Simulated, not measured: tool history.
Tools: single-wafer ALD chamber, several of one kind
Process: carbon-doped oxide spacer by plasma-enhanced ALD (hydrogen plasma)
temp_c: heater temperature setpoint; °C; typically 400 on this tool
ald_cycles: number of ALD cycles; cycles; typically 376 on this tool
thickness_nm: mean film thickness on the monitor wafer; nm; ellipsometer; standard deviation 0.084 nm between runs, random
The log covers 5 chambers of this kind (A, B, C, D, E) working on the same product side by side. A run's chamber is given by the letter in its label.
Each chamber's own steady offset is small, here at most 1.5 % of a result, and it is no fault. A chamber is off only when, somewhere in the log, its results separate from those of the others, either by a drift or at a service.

run   hour  temp_c  ald_cycles  hours since the last thermocouple change  read-back reference wafer on the same gauge, thickness_nm  thickness_nm
 1B    9.3     400         376                                    1000.6                                                     15.213        18.907
 2D   25.0     400         376                                    1259.7                                                     15.214        18.498
 3C   33.8     400         376                                    1859.4                                                     15.191        18.847
 4A   48.3     400         376                                     710.7                                                     15.206        18.439
 5E   62.6     400         376                                    1015.3                                                     15.210        19.017
 6C   71.6     400         376                                    1897.2                                                     15.203        18.796
 7D   82.9     400         376                                    1317.6                                                     15.196        18.652
      85.3  -- chamber D: thermocouple changed; heater temperature recalibrated
 8B   94.9     400         376                                    1086.2                                                     15.187        18.772
 9A  110.3     405         402                                     772.7                                                     15.203        19.614
10E  122.1     405         402                                    1074.8                                                     15.204        20.134
11D  134.4     405         402                                      49.1                                                     15.188        19.584
12A  150.8     405         402                                     813.2                                                     15.208        19.556
13B  158.5     405         402                                    1149.8                                                     15.216        19.750
14E  169.2     400         376                                    1121.9                                                     15.192        19.029
15C  176.7     400         376                                    2002.3                                                     15.194        18.891
16D  188.0     400         376                                     102.7                                                     15.194        18.664
     189.7  -- chamber E: thermocouple changed; heater temperature recalibrated
17E  196.0     400         376                                       6.4                                                     15.192        19.041
18C  207.1     400         376                                    2032.7                                                     15.198        18.995
19B  221.3     400         376                                    1212.6                                                     15.209        18.720
     230.0  -- chamber C: thermocouple changed; heater temperature recalibrated
20A  237.6     400         376                                     900.0                                                     15.226        18.484
21E  250.1     408         398                                      60.5                                                     15.197        19.582
22C  266.3     408         398                                      36.4                                                     15.218        19.375
23D  275.5     408         398                                     190.2                                                     15.219        19.219
24B  285.2     408         398                                    1276.5                                                     15.203        19.372
25A  292.9     408         398                                     955.3                                                     15.192        18.991
26A  307.2     400         376                                     969.6                                                     15.213        18.507
27B  317.2     400         376                                    1308.5                                                     15.208        18.795
28C  329.0     400         376                                      99.1                                                     15.201        18.861
29E  341.3     411         376                                     151.7                                                     15.187        18.422
     352.9  -- chamber A: thermocouple changed; heater temperature recalibrated
30D  354.5     411         376                                     269.2                                                     15.206        18.065
31E  370.3     411         376                                     180.7                                                     15.207        18.368
32C  385.0     411         376                                     155.1                                                     15.186        18.246
33D  399.4     411         376                                     314.1                                                     15.201        18.049
34A  410.0     400         376                                      57.2                                                     15.216        18.491
35B  418.3     400         376                                    1409.6                                                     15.194        18.895

Is one chamber off against the others, does the gauge drift, or is nothing wrong? If a chamber is off, say which, and what the likeliest cause is.

All chambers stay in line apart from their small fixed offsets, and the gauge does not drift.
